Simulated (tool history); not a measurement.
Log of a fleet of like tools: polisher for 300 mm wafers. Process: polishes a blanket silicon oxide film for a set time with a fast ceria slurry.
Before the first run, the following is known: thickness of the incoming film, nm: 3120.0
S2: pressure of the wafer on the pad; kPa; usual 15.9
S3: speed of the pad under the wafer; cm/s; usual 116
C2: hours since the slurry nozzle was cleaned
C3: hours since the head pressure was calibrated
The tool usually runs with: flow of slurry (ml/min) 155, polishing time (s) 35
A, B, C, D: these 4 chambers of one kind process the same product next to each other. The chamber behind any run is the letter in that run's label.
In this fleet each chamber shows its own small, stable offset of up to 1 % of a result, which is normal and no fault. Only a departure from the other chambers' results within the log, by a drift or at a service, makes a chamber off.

At hour 6.0: chamber B: worn pad replaced by a new one.
Run 1A, hour 11.3: usual settings; wafers polished on this pad 201; C2 214.8; C3 988.4. Result: film removed (angstrom) 5824.3.
Run 2D, hour 16.6: usual settings; wafers polished on this pad 487; C2 304.7; C3 201.3. Result: film removed (angstrom) 5774.2.
At hour 16.8: chamber C: worn pad replaced by a new one.
Run 3C, hour 25.2: usual settings; wafers polished on this pad 101; C2 811.6; C3 36.5. Result: film removed (angstrom) 5765.0.
At hour 31.1: chamber B: slurry nozzle cleaned.
Run 4B, hour 33.7: usual settings; wafers polished on this pad 333; C2 2.6; C3 616.2. Result: film removed (angstrom) 5811.4.
Run 5C, hour 44.0: usual settings; wafers polished on this pad 327; C2 830.4; C3 55.3. Result: film removed (angstrom) 5745.0.
Run 6D, hour 52.0: usual settings but S3 140 cm/s; wafers polished on this pad 913; C2 340.1; C3 236.7. Result: film removed (angstrom) 6929.3.
At hour 56.3: chamber D: worn pad replaced by a new one.
At hour 61.1: chamber B: worn pad replaced by a new one.
Run 7B, hour 64.2: usual settings but S3 140 cm/s; wafers polished on this pad 37; C2 33.1; C3 646.7. Result: film removed (angstrom) 6998.8.
Run 8A, hour 73.5: usual settings but S3 140 cm/s; wafers polished on this pad 948; C2 277.0; C3 1050.6. Result: film removed (angstrom) 7002.1.
Run 9D, hour 84.3: usual settings but S3 140 cm/s; wafers polished on this pad 336; C2 372.4; C3 269.0. Result: film removed (angstrom) 6947.3.
At hour 86.9: chamber C: worn pad replaced by a new one.
At hour 89.7: chamber A: head pressure recalibrated.
At hour 92.8: chamber A: worn pad replaced by a new one.
Run 10A, hour 93.5: usual settings; wafers polished on this pad 9; C2 297.0; C3 3.9. Result: film removed (angstrom) 6415.8.
Run 11C, hour 102.1: usual settings; wafers polished on this pad 183; C2 888.5; C3 113.4. Result: film removed (angstrom) 5894.4.
At hour 112.5: chamber C: slurry nozzle cleaned.
Run 12B, hour 114.3: usual settings; wafers polished on this pad 639; C2 83.2; C3 696.8. Result: film removed (angstrom) 5800.5.
At hour 120.1: chamber B: worn pad replaced by a new one.
Run 13A, hour 122.2: usual settings; wafers polished on this pad 354; C2 325.7; C3 32.6. Result: film removed (angstrom) 6260.7.
Run 14D, hour 129.2: usual settings; wafers polished on this pad 876; C2 417.3; C3 313.9. Result: film removed (angstrom) 5803.9.
Run 15B, hour 135.3: usual settings; wafers polished on this pad 183; C2 104.2; C3 717.8. Result: film removed (angstrom) 5798.9.
Run 16C, hour 143.3: usual settings; wafers polished on this pad 678; C2 30.8; C3 154.6. Result: film removed (angstrom) 5933.6.
Run 17A, hour 150.2: usual settings; wafers polished on this pad 690; C2 353.7; C3 60.6. Result: film removed (angstrom) 6355.5.
At hour 155.8: chamber D: worn pad replaced by a new one.
Run 18B, hour 156.6: usual settings but S2 18.6 kPa; wafers polished on this pad 439; C2 125.5; C3 739.1. Result: film removed (angstrom) 6761.0.
At hour 162.6: chamber C: worn pad replaced by a new one.
Run 19C, hour 165.8: usual settings but S2 18.6 kPa; wafers polished on this pad 38; C2 53.3; C3 177.1. Result: film removed (angstrom) 6904.1.
Run 20D, hour 173.9: usual settings but S2 18.6 kPa; wafers polished on this pad 218; C2 462.0; C3 358.6. Result: film removed (angstrom) 6779.4.
At hour 176.5: chamber D: head pressure recalibrated.
At hour 180.0: chamber B: worn pad replaced by a new one.
Run 21B, hour 184.0: usual settings but S2 18.6 kPa; wafers polished on this pad 48; C2 152.9; C3 766.5. Result: film removed (angstrom) 6693.4.
At hour 186.9: chamber A: worn pad replaced by a new one.
At hour 193.2: chamber A: slurry nozzle cleaned.
Run 22C, hour 194.4: usual settings; wafers polished on this pad 382; C2 81.9; C3 205.7. Result: film removed (angstrom) 5778.5.
Run 23A, hour 205.2: usual settings; wafers polished on this pad 220; C2 12.0; C3 115.6. Result: film removed (angstrom) 6447.7.
Run 24D, hour 215.3: usual settings; wafers polished on this pad 716; C2 503.4; C3 38.8. Result: film removed (angstrom) 5704.0.
Run 25B, hour 224.5: usual settings; wafers polished on this pad 535; C2 193.4; C3 807.0. Result: film removed (angstrom) 5854.8.
Run 26D, hour 232.6: usual settings but flow of slurry (ml/min) 190, S2 12.4 kPa; wafers polished on this pad 924; C2 520.7; C3 56.1. Result: film removed (angstrom) 4639.2.
At hour 238.6: chamber B: worn pad replaced by a new one.
Run 27A, hour 242.0: usual settings but flow of slurry (ml/min) 190, S2 12.4 kPa; wafers polished on this pad 663; C2 48.8; C3 152.4. Result: film removed (angstrom) 5119.5.
At hour 249.7: chamber C: worn pad replaced by a new one.
Run 28C, hour 253.9: usual settings but flow of slurry (ml/min) 190, S2 12.4 kPa; wafers polished on this pad 51; C2 141.4; C3 265.2. Result: film removed (angstrom) 4740.9.
At hour 258.4: chamber D: worn pad replaced by a new one.
Run 29D, hour 265.4: usual settings but flow of slurry (ml/min) 190, S2 12.4 kPa; wafers polished on this pad 84; C2 553.5; C3 88.9. Result: film removed (angstrom) 4574.2.
Run 30C, hour 275.4: usual settings; wafers polished on this pad 310; C2 162.9; C3 286.7. Result: film removed (angstrom) 5832.9.
Run 31B, hour 281.2: usual settings but flow of slurry (ml/min) 210; wafers polished on this pad 512; C2 250.1; C3 863.7. Result: film removed (angstrom) 6036.7.

All 4 chambers run these settings next. Forecast each chamber's results:
Run 32A, hour 289.9: usual settings. Result: film removed (angstrom) ?.
Run 32B, hour 289.9: usual settings. Result: film removed (angstrom) ?.
Run 32C, hour 289.9: usual settings. Result: film removed (angstrom) ?.
Run 32D, hour 289.9: usual settings. Result: film removed (angstrom) ?.

run  film removed (angstrom)
32A                   6297.1
32B                   5776.0
32C                   5834.2
32D                   5639.6
